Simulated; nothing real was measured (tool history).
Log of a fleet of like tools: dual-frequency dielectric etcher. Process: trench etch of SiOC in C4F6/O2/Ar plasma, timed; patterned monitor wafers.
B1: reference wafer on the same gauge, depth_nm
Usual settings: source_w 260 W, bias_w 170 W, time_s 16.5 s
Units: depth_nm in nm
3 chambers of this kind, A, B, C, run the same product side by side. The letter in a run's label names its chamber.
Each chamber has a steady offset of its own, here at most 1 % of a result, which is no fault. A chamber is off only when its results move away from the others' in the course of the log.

Run 1B, hour 5.0: usual settings; B1 27.651. Result: depth_nm 28.503 nm.
Run 2C, hour 10.4: usual settings; B1 27.726. Result: depth_nm 28.251 nm.
Run 3A, hour 14.3: usual settings; B1 27.750. Result: depth_nm 28.740 nm.
Run 4B, hour 18.6: usual settings; B1 27.669. Result: depth_nm 28.469 nm.
Run 5A, hour 23.8: usual settings; B1 27.733. Result: depth_nm 28.659 nm.
Run 6C, hour 30.0: usual settings; B1 27.739. Result: depth_nm 28.192 nm.
Run 7A, hour 33.4: usual settings; B1 27.719. Result: depth_nm 28.760 nm.
Run 8C, hour 36.5: usual settings; B1 27.701. Result: depth_nm 28.214 nm.
Run 9B, hour 40.8: usual settings but bias_w 151 W; B1 27.730. Result: depth_nm 27.536 nm.
At hour 42.8: chamber A: wet clean of the chamber.
Run 10C, hour 44.7: usual settings but bias_w 151 W; B1 27.716. Result: depth_nm 27.485 nm.
Run 11A, hour 50.8: usual settings but bias_w 151 W; B1 27.700. Result: depth_nm 26.571 nm.
Run 12B, hour 57.3: usual settings; B1 27.666. Result: depth_nm 28.547 nm.
Run 13C, hour 60.6: usual settings; B1 27.718. Result: depth_nm 28.080 nm.
Run 14B, hour 67.1: usual settings; B1 27.739. Result: depth_nm 28.494 nm.
Run 15A, hour 73.7: usual settings; B1 27.713. Result: depth_nm 27.394 nm.
Run 16A, hour 76.7: usual settings; B1 27.708. Result: depth_nm 27.513 nm.
Run 17C, hour 82.4: usual settings; B1 27.682. Result: depth_nm 28.382 nm.
Run 18B, hour 86.6: usual settings; B1 27.702. Result: depth_nm 28.523 nm.
Run 19B, hour 92.1: usual settings; B1 27.691. Result: depth_nm 28.293 nm.
Run 20C, hour 97.1: usual settings; B1 27.723. Result: depth_nm 28.183 nm.

All 3 chambers run these settings next. Forecast each chamber's results:
Run 21A, hour 102.0: usual settings. Result: depth_nm ?.
Run 21B, hour 102.0: usual settings. Result: depth_nm ?.
Run 21C, hour 102.0: usual settings. Result: depth_nm ?.

run  depth_nm
21A    27.553
21B    28.475
21C    28.237
